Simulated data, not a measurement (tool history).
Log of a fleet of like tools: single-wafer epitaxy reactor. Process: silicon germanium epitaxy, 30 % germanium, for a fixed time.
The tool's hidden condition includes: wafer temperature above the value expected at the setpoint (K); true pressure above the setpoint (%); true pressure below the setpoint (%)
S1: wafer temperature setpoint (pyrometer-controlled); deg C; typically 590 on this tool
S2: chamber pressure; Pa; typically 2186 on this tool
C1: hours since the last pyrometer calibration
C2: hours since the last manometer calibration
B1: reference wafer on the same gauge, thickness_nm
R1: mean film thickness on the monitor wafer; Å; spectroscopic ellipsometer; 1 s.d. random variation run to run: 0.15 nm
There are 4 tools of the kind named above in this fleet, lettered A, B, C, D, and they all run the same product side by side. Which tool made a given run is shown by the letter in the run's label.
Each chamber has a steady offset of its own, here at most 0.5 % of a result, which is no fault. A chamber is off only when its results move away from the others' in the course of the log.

run	hour	S1	S2	C1	C2	B1	R1
1B	13.3	590	2186	818.1	1106.3	44.494	453.27
2A	26.7	590	2186	843.9	1918.3	44.444	455.77
3D	39.8	590	2186	1529.6	362.7	44.490	455.09
4C	50.3	590	2186	1346.7	561.1	44.475	453.58
5C	62.5	590	2186	1358.9	573.3	44.514	450.74
6D	70.7	590	2186	1560.5	393.6	44.509	451.38
7B	84.9	590	2186	889.7	1177.9	44.494	453.66
8A	95.3	590	2186	912.5	1986.9	44.471	453.84
9D	108.9	590	1667	1598.7	431.8	44.508	405.36
10B	122.7	590	1667	927.5	1215.7	44.515	405.75
11A	133.6	590	1667	950.8	2025.2	44.515	407.02
# hour 137.4: chamber D: pyrometer calibrated
12C	143.8	590	1667	1440.2	654.6	44.492	406.37
13D	157.0	590	2186	19.6	479.9	44.490	453.63
14C	164.6	590	2186	1461.0	675.4	44.507	450.58
15B	172.2	590	2186	977.0	1265.2	44.493	454.35
16A	181.8	590	2186	999.0	2073.4	44.474	454.59
17B	191.7	596	2186	996.5	1284.7	44.497	506.33
18D	202.2	596	2186	64.8	525.1	44.527	501.60
19C	213.8	596	2186	1510.2	724.6	44.485	504.77
20A	225.1	596	2186	1042.3	2116.7	44.454	511.65
21C	234.5	590	2186	1530.9	745.3	44.498	454.06
22B	248.6	590	2186	1053.4	1341.6	44.532	452.62
23D	255.3	590	2186	117.9	578.2	44.495	453.16
24A	264.7	590	2186	1081.9	2156.3	44.476	455.66
25B	278.2	590	2186	1083.0	1371.2	44.476	454.12
26D	286.8	590	2186	149.4	609.7	44.514	453.65
27A	294.7	590	2186	1111.9	2186.3	44.522	455.50
28C	307.0	590	2186	1603.4	817.8	44.514	451.71

Predict what each chamber gives when all 4 of them run the settings below next.
29A	317.9	590	1960				?
29B	317.9	590	1960				?
29C	317.9	590	1960				?
29D	317.9	590	1960				?

run	R1
29A	436.58
29B	432.82
29C	433.98
29D	433.15
